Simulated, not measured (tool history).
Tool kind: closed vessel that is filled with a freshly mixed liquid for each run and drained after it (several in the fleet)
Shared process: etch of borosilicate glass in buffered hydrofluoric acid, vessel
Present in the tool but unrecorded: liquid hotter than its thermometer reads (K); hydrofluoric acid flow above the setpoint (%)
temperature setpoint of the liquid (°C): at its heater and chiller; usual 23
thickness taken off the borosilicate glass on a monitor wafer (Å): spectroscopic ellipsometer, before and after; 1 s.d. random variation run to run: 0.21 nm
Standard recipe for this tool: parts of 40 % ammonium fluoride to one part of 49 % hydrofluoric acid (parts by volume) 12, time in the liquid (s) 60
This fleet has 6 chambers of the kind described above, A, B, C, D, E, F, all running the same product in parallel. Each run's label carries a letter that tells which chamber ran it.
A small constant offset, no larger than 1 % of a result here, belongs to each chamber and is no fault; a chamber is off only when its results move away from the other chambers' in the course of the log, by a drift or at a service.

| run | hour | temperature setpoint of the liquid (°C) | parts of 40 % ammonium fluoride to one part of 49 % hydrofluoric acid (parts by volume) | time in the liquid (s) | hours since the thermometer was replaced | hours since the hydrofluoric acid flow meter was replaced | read-back film thickness of the borosilicate glass reference wafer, read on the same gauge (nm) | thickness taken off the borosilicate glass on a monitor wafer (Å) |
|---|---|---|---|---|---|---|---|---|
| 1A | 8.2 | 23 | 12 | 60 | 624.6 | 105.2 | 40.014 | 592.27 |
| 2D | 17.2 | 23 | 12 | 60 | 271.1 | 553.4 | 40.036 | 594.34 |
| 3B | 25.1 | 23 | 12 | 60 | 1018 | 1356.9 | 39.96 | 586.2 |
| 4E | 31.2 | 23 | 12 | 60 | 2295.4 | 199.6 | 39.991 | 597.23 |
| 5C | 42.3 | 23 | 12 | 60 | 2279 | 90.1 | 40.003 | 591.6 |
| 6F | 53.2 | 23 | 12 | 60 | 368.6 | 1410 | 40.011 | 589.1 |
| 7F | 58.9 | 18.5 | 12 | 60 | 374.3 | 1415.7 | 40.025 | 460.02 |
| 8C | 69.3 | 18.5 | 12 | 60 | 2306 | 117.1 | 40.02 | 461.91 |
| 9A | 75 | 18.5 | 12 | 60 | 691.4 | 172 | 39.993 | 466.45 |
| 10B | 83.8 | 18.5 | 12 | 60 | 1076.7 | 1415.6 | 39.984 | 461.87 |
| 11E | 92.5 | 18.5 | 12 | 60 | 2356.7 | 260.9 | 39.995 | 461.56 |
| 12D | 98.4 | 18.5 | 12 | 60 | 352.3 | 634.6 | 40.007 | 460.49 |
| 13A | 109.3 | 23 | 12 | 60 | 725.7 | 206.3 | 40.001 | 592.07 |
| 14E | 115.6 | 23 | 12 | 60 | 2379.8 | 284 | 39.984 | 596.47 |
| 15F | 125.5 | 23 | 12 | 60 | 440.9 | 1482.3 | 39.969 | 585.52 |
| 16D | 133.5 | 23 | 12 | 60 | 387.4 | 669.7 | 40.016 | 592.21 |
| 17B | 139.4 | 23 | 12 | 60 | 1132.3 | 1471.2 | 39.985 | 584.69 |
| 18C | 145.1 | 23 | 12 | 60 | 2381.8 | 192.9 | 40.011 | 591.94 |
| 19D | 151.6 | 23 | 12 | 60 | 405.5 | 687.8 | 40.006 | 589.34 |
| 20E | 156.9 | 23 | 12 | 60 | 2421.1 | 325.3 | 39.971 | 596.48 |
| 21A | 162.2 | 23 | 12 | 60 | 778.6 | 259.2 | 39.995 | 594.98 |
| 22B | 173.7 | 23 | 12 | 60 | 1166.6 | 1505.5 | 40.015 | 581.92 |
| 23F | 182.3 | 23 | 12 | 60 | 497.7 | 1539.1 | 39.978 | 589.17 |
| 24C | 190.1 | 23 | 12 | 60 | 2426.8 | 237.9 | 40.012 | 591.1 |
| 25C | 200.6 | 23 | 12 | 60 | 2437.3 | 248.4 | 39.989 | 592.29 |
| 26D | 208.1 | 23 | 12 | 60 | 462 | 744.3 | 40.007 | 589.48 |
| 27E | 217.7 | 23 | 12 | 60 | 2481.9 | 386.1 | 40.004 | 592.14 |
| 28B | 223.8 | 23 | 12 | 60 | 1216.7 | 1555.6 | 39.992 | 588.57 |
| 29A | 233.7 | 23 | 12 | 60 | 850.1 | 330.7 | 39.987 | 595.05 |
| 30F | 244.2 | 23 | 12 | 60 | 559.6 | 1601 | 39.995 | 589.81 |
| 31D | 254.8 | 23 | 12 | 60 | 508.7 | 791 | 40.024 | 591.53 |
| 32F | 264.9 | 23 | 12 | 80 | 580.3 | 1621.7 | 40.005 | 780.59 |
| 33C | 271.4 | 23 | 12 | 80 | 2508.1 | 319.2 | 39.979 | 786.99 |
| 34E | 276.5 | 23 | 12 | 80 | 2540.7 | 444.9 | 40.002 | 800.36 |
| 35B | 284.9 | 23 | 12 | 80 | 1277.8 | 1616.7 | 40.002 | 785.19 |
|  | 290.6 | chamber E: hydrofluoric acid flow meter replaced |
| 36A | 293.5 | 23 | 12 | 80 | 909.9 | 390.5 | 39.996 | 787.88 |
|  | 296.6 | chamber C: thermometer replaced |
| 37C | 301.6 | 23 | 12 | 80 | 5.1 | 349.4 | 40.014 | 789.34 |
| 38B | 310.5 | 23 | 12 | 60 | 1303.4 | 1642.3 | 39.984 | 589.67 |
| 39D | 317.4 | 23 | 12 | 60 | 571.3 | 853.6 | 40.023 | 591.48 |
| 40F | 326.2 | 23 | 12 | 60 | 641.6 | 1683 | 39.992 | 587.16 |
| 41E | 335.3 | 23 | 12 | 60 | 2599.5 | 44.8 | 40.012 | 592.34 |
| 42A | 342.8 | 23 | 12 | 60 | 959.2 | 439.8 | 39.969 | 592.44 |

What goes on in this fleet: one chamber off, a drifting gauge, or nothing beyond the chambers' own small offsets? Name the chamber and the cause, if any.

No chamber stands off beyond its own small offset, and the gauge holds steady.
